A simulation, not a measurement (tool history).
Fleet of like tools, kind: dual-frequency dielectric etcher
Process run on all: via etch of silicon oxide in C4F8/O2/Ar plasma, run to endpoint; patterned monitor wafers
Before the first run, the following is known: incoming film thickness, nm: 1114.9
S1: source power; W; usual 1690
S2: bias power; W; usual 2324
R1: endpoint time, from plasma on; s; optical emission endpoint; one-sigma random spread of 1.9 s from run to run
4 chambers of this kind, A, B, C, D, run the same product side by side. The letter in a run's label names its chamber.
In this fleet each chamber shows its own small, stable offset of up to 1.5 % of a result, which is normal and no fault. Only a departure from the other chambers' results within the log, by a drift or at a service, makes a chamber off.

run,hour,S1,S2,R1
1C,11,1690,2324,224.9
2B,19.2,1690,2324,222.57
3D,34.3,1690,2324,224.94
# hour 35.4: chamber D: source power generator calibrated
4A,49.8,1690,2324,222.6
5C,63.5,1690,2324,224.93
6D,70.7,1690,2324,226.48
7B,81.4,1690,2324,223.92
# hour 82: chamber A: source power generator calibrated
8A,93.6,1690,2695,214.34
9D,105.6,1690,2695,218.22
10C,116.1,1690,2695,212.15
11B,125.1,1690,2695,211.63
12A,135,1690,2324,225.2
# hour 144.2: chamber D: wet clean of the chamber
13B,150.4,1540,2324,230.51
14A,163.5,1540,2324,231.02
15D,178.3,1540,2324,235.09
16C,188.6,1540,2324,227.39
17B,201.4,1690,2324,220.78
18C,208.5,1690,2324,221.61
19A,221.9,1690,2324,225.66
20D,234,1690,2824,213.16
21C,246.8,1690,2824,204.91
22B,257.7,1690,2824,207.4
23A,265.8,1690,2824,208.35
24D,278.1,1690,2324,223.42
25D,292.5,1690,2324,224.73
26A,299.9,1690,2324,222.68
27B,309.8,1950,2144,212.51
# hour 314.9: chamber B: wet clean of the chamber
28C,321.8,1950,2144,211.25
29D,332.1,1950,2144,218.15
30A,346.7,1950,2144,219.23
31C,357.1,1690,2324,217.53
32B,365.9,1690,2324,223.09
33D,377.8,1690,2324,226.25
34B,386.7,1420,1791,257.29
35C,401.5,1420,1791,248.38

All 4 chambers run these settings next. Forecast each chamber's results:
36A,412.6,1940,2324,?
36B,412.6,1940,2324,?
36C,412.6,1940,2324,?
36D,412.6,1940,2324,?

run,R1
36A,213.01
36B,211.42
36C,205.19
36D,212.49
